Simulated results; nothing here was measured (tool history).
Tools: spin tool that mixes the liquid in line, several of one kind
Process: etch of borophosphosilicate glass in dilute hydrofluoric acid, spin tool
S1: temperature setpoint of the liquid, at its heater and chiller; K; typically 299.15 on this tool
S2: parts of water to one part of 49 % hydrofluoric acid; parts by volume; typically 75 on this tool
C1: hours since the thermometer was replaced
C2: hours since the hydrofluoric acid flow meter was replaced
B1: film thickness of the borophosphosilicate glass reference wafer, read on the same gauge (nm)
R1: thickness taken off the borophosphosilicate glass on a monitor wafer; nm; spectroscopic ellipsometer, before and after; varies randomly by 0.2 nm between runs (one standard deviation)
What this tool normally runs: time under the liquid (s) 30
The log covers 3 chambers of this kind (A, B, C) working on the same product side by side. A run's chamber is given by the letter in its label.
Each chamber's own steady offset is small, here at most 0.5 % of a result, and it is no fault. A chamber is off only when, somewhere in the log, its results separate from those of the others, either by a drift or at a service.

Run 1A, day 0.233: usual settings; C1 1777.0; C2 443.9; B1 100.010. Result: R1 25.363 nm.
Run 2C, day 0.442: usual settings; C1 171.6; C2 478.9; B1 100.010. Result: R1 26.004 nm.
Run 3B, day 0.721: usual settings; C1 156.9; C2 1134.2; B1 100.000. Result: R1 25.292 nm.
Run 4B, day 0.917: usual settings; C1 161.6; C2 1138.9; B1 100.000. Result: R1 25.132 nm.
Run 5A, day 1.121: usual settings; C1 1798.3; C2 465.2; B1 99.983. Result: R1 25.264 nm.
Run 6C, day 1.375: usual settings; C1 194.0; C2 501.3; B1 100.010. Result: R1 25.603 nm.
At day 1.404: chamber A: thermometer replaced.
Run 7C, day 1.579: usual settings; C1 198.9; C2 506.2; B1 100.010. Result: R1 25.231 nm.
Run 8B, day 1.729: usual settings but S1 301.65 K; C1 181.1; C2 1158.4; B1 99.994. Result: R1 27.770 nm.
Run 9A, day 1.862: usual settings but S1 301.65 K; C1 11.1; C2 483.0; B1 99.987. Result: R1 28.270 nm.
Run 10A, day 2.004: usual settings but S1 301.65 K; C1 14.5; C2 486.4; B1 99.976. Result: R1 28.092 nm.
Run 11C, day 2.250: usual settings; C1 215.0; C2 522.3; B1 100.000. Result: R1 25.871 nm.
Run 12B, day 2.450: usual settings; C1 198.4; C2 1175.7; B1 99.998. Result: R1 25.405 nm.
Run 13B, day 2.625: usual settings; C1 202.6; C2 1179.9; B1 99.983. Result: R1 25.272 nm.
Run 14C, day 2.758: usual settings; C1 227.2; C2 534.5; B1 99.991. Result: R1 26.018 nm.
Run 15A, day 2.929: usual settings; C1 36.7; C2 508.6; B1 100.000. Result: R1 25.498 nm.
Run 16C, day 3.200: usual settings; C1 237.8; C2 545.1; B1 99.988. Result: R1 26.283 nm.
Run 17A, day 3.325: usual settings; C1 46.2; C2 518.1; B1 99.988. Result: R1 25.311 nm.
Run 18B, day 3.538: usual settings; C1 224.5; C2 1201.8; B1 99.978. Result: R1 25.353 nm.
Run 19A, day 3.733: usual settings but time under the liquid (s) 40; C1 56.0; C2 527.9; B1 100.000. Result: R1 33.817 nm.
Run 20C, day 3.854: usual settings but time under the liquid (s) 40; C1 253.5; C2 560.8; B1 100.030. Result: R1 34.808 nm.
At day 4.067: chamber A: hydrofluoric acid flow meter replaced.
Run 21B, day 4.088: usual settings but time under the liquid (s) 40; C1 237.7; C2 1215.0; B1 100.010. Result: R1 33.875 nm.
Run 22C, day 4.225: usual settings; C1 262.4; C2 569.7; B1 99.987. Result: R1 26.510 nm.
Run 23B, day 4.496: usual settings; C1 247.5; C2 1224.8; B1 99.985. Result: R1 25.703 nm.
Run 24A, day 4.658: usual settings; C1 78.2; C2 14.2; B1 99.972. Result: R1 25.003 nm.
Run 25B, day 4.800: usual settings; C1 254.8; C2 1232.1; B1 100.000. Result: R1 25.348 nm.
Run 26C, day 5.029: usual settings; C1 281.7; C2 589.0; B1 99.992. Result: R1 26.204 nm.
Run 27A, day 5.233: usual settings; C1 92.0; C2 28.0; B1 100.010. Result: R1 25.417 nm.
Run 28B, day 5.500: usual settings but S2 60 parts by volume; C1 271.6; C2 1248.9; B1 100.010. Result: R1 32.323 nm.
Run 29A, day 5.733: usual settings but S2 60 parts by volume; C1 104.0; C2 40.0; B1 100.010. Result: R1 32.585 nm.
Run 30C, day 5.925: usual settings but S2 60 parts by volume; C1 303.2; C2 610.5; B1 100.010. Result: R1 34.585 nm.
Run 31B, day 6.175: usual settings; C1 287.8; C2 1265.1; B1 100.000. Result: R1 25.187 nm.

Is one chamber off against the others, does the gauge drift, or is nothing wrong? If a chamber is off, say which, and what the likeliest cause is.

One chamber, C, drifts off from the rest bit by bit.
Most likely cause: liquid hotter than its thermometer reads (K) = 1.68.
The log might look much the same if the cause were instead: hydrofluoric acid flow above the setpoint (%).

Here are 4 candidates for chamber C's next run, each the usual settings with a change, their results left as question marks. Which one brings its results back in line with what the others give on the usual settings?
In-line tolerance around the mean of the other chambers on the usual settings: R1 0.690 nm
Run 32C-1, day 6.375: usual settings but S2 85 parts by volume. Result: R1 ?.
Run 32C-2, day 6.375: usual settings but S2 70 parts by volume. Result: R1 ?.
Run 32C-3, day 6.375: usual settings but S1 302.65 K. Result: R1 ?.
Run 32C-4, day 6.375: usual settings but S1 297.15 K. Result: R1 ?.

The mean the other chambers reach with the usual settings: R1 25.369 nm
  run      R1
32C-1  23.668
32C-2  29.295
32C-3  31.161
32C-4  25.077
The right change is 32C-4: it brings the chamber back within the allowed miss of the others.
